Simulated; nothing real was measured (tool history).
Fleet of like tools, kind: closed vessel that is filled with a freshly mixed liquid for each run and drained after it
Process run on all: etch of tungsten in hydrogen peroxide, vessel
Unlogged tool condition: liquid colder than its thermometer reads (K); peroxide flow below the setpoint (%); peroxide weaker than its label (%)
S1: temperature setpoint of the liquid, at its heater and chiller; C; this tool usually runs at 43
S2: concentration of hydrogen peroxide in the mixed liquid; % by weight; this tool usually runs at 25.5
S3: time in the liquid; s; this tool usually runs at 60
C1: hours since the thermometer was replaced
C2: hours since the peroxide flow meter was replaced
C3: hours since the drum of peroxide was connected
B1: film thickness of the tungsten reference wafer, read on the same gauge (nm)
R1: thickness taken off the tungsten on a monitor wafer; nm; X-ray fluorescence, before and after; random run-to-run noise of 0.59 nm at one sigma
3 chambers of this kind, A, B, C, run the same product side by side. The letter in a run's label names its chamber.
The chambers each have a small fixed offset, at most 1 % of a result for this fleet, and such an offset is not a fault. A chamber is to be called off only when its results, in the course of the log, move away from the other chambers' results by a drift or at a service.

run 1C hour=8.3 | S1=43 S2=25.5 S3=60 | C1=657.7 C2=545.7 C3=1074.9 | B1=79.978 | R1=84.732
-- hour=9.5 chamber C: new drum of peroxide connected
run 2B hour=19.2 | S1=43 S2=25.5 S3=60 | C1=1011.7 C2=1345.1 C3=126.1 | B1=79.986 | R1=83.3
run 3A hour=26.8 | S1=43 S2=25.5 S3=60 | C1=717.9 C2=774.9 C3=817.5 | B1=79.965 | R1=84.119
run 4A hour=34.1 | S1=43 S2=25.5 S3=60 | C1=725.2 C2=782.2 C3=824.8 | B1=80.028 | R1=82.767
run 5B hour=47.3 | S1=43 S2=29 S3=30 | C1=1039.8 C2=1373.2 C3=154.2 | B1=79.969 | R1=44.674
-- hour=55.7 chamber A: new drum of peroxide connected
run 6C hour=56.8 | S1=43 S2=29 S3=30 | C1=706.2 C2=594.2 C3=47.3 | B1=80.023 | R1=44.67
run 7B hour=65.2 | S1=43 S2=29 S3=30 | C1=1057.7 C2=1391.1 C3=172.1 | B1=79.957 | R1=44.501
run 8C hour=80.3 | S1=43 S2=25.5 S3=60 | C1=729.7 C2=617.7 C3=70.8 | B1=80.039 | R1=84.865
run 9A hour=87.9 | S1=43 S2=25.5 S3=60 | C1=779 C2=836 C3=32.3 | B1=79.965 | R1=83.973
run 10B hour=101.5 | S1=43 S2=28 S3=60 | C1=1094 C2=1427.4 C3=208.4 | B1=80.029 | R1=88.34
run 11A hour=117.4 | S1=43 S2=28 S3=60 | C1=808.5 C2=865.5 C3=61.8 | B1=79.976 | R1=87.591
run 12C hour=127.7 | S1=43 S2=28 S3=60 | C1=777.1 C2=665.1 C3=118.2 | B1=80.08 | R1=88.713
run 13B hour=139.9 | S1=43 S2=29.5 S3=40 | C1=1132.4 C2=1465.8 C3=246.8 | B1=80.058 | R1=59.745
run 14C hour=156.3 | S1=43 S2=29.5 S3=40 | C1=805.7 C2=693.7 C3=146.8 | B1=79.976 | R1=60.341
run 15A hour=164.9 | S1=43 S2=29.5 S3=40 | C1=856 C2=913 C3=109.3 | B1=80.059 | R1=60.284
run 16A hour=175.3 | S1=43 S2=25.5 S3=60 | C1=866.4 C2=923.4 C3=119.7 | B1=80.019 | R1=84.123
run 17C hour=186.7 | S1=43 S2=25.5 S3=60 | C1=836.1 C2=724.1 C3=177.2 | B1=80.03 | R1=83.8
run 18B hour=202.1 | S1=33.5 S2=18.5 S3=60 | C1=1194.6 C2=1528 C3=309 | B1=80.031 | R1=37.269
run 19C hour=216 | S1=33.5 S2=18.5 S3=60 | C1=865.4 C2=753.4 C3=206.5 | B1=80.027 | R1=38.51
run 20B hour=224.2 | S1=33.5 S2=18.5 S3=60 | C1=1216.7 C2=1550.1 C3=331.1 | B1=79.962 | R1=37.543
run 21A hour=233.9 | S1=43 S2=25.5 S3=60 | C1=925 C2=982 C3=178.3 | B1=79.994 | R1=82.817
run 22A hour=244.6 | S1=43 S2=30 S3=30 | C1=935.7 C2=992.7 C3=189 | B1=79.994 | R1=45.044
run 23B hour=255.1 | S1=43 S2=30 S3=30 | C1=1247.6 C2=1581 C3=362 | B1=79.981 | R1=43.986
run 24C hour=268.8 | S1=43 S2=30 S3=30 | C1=918.2 C2=806.2 C3=259.3 | B1=80.017 | R1=45.663
run 25A hour=283.6 | S1=43 S2=25.5 S3=60 | C1=974.7 C2=1031.7 C3=228 | B1=80.001 | R1=83.058
-- hour=283.8 chamber C: peroxide flow meter replaced
run 26C hour=299.7 | S1=43 S2=25.5 S3=60 | C1=949.1 C2=16 C3=290.2 | B1=80.003 | R1=83.085
run 27B hour=314.5 | S1=43 S2=25.5 S3=60 | C1=1307 C2=1640.4 C3=421.4 | B1=79.992 | R1=80.308
run 28C hour=326 | S1=48 S2=25.5 S3=90 | C1=975.4 C2=42.3 C3=316.5 | B1=79.981 | R1=171.13
run 29A hour=341.6 | S1=48 S2=25.5 S3=90 | C1=1032.7 C2=1089.7 C3=286 | B1=80.013 | R1=170.29
run 30B hour=349 | S1=48 S2=25.5 S3=90 | C1=1341.5 C2=1674.9 C3=455.9 | B1=80.028 | R1=165.23
run 31A hour=361.2 | S1=43 S2=25.5 S3=60 | C1=1052.3 C2=1109.3 C3=305.6 | B1=79.972 | R1=83.989
run 32C hour=370.3 | S1=43 S2=25.5 S3=60 | C1=1019.7 C2=86.6 C3=360.8 | B1=79.984 | R1=83.676
run 33B hour=380 | S1=43 S2=25.5 S3=60 | C1=1372.5 C2=1705.9 C3=486.9 | B1=80.019 | R1=79.276
run 34B hour=396 | S1=43 S2=25.5 S3=60 | C1=1388.5 C2=1721.9 C3=502.9 | B1=79.984 | R1=79.672
run 35A hour=404.5 | S1=43 S2=25.5 S3=60 | C1=1095.6 C2=1152.6 C3=348.9 | B1=79.976 | R1=82.199
run 36C hour=414.2 | S1=43 S2=25.5 S3=60 | C1=1063.6 C2=130.5 C3=404.7 | B1=79.984 | R1=84.32
run 37C hour=424 | S1=43 S2=25.5 S3=60 | C1=1073.4 C2=140.3 C3=414.5 | B1=79.978 | R1=84.268
run 38B hour=440.5 | S1=43 S2=25.5 S3=60 | C1=1433 C2=1766.4 C3=547.4 | B1=80 | R1=77.664
run 39A hour=454.6 | S1=43 S2=25.5 S3=60 | C1=1145.7 C2=1202.7 C3=399 | B1=79.932 | R1=83.103
run 40A hour=467.7 | S1=43 S2=25.5 S3=60 | C1=1158.8 C2=1215.8 C3=412.1 | B1=79.967 | R1=82.495
run 41C hour=482.9 | S1=43 S2=25.5 S3=60 | C1=1132.3 C2=199.2 C3=473.4 | B1=79.993 | R1=84.403
run 42B hour=490.9 | S1=43 S2=25.5 S3=60 | C1=1483.4 C2=1816.8 C3=597.8 | B1=79.982 | R1=77.966

Next, all 3 chambers run the settings below, one line each with question marks for the results. What does each chamber give?
run 43A hour=502.7 | S1=36 S2=25.5 S3=60 | R1=?
run 43B hour=502.7 | S1=36 S2=25.5 S3=60 | R1=?
run 43C hour=502.7 | S1=36 S2=25.5 S3=60 | R1=?

run=43A R1=51.806
run=43B R1=49.181
run=43C R1=52.702

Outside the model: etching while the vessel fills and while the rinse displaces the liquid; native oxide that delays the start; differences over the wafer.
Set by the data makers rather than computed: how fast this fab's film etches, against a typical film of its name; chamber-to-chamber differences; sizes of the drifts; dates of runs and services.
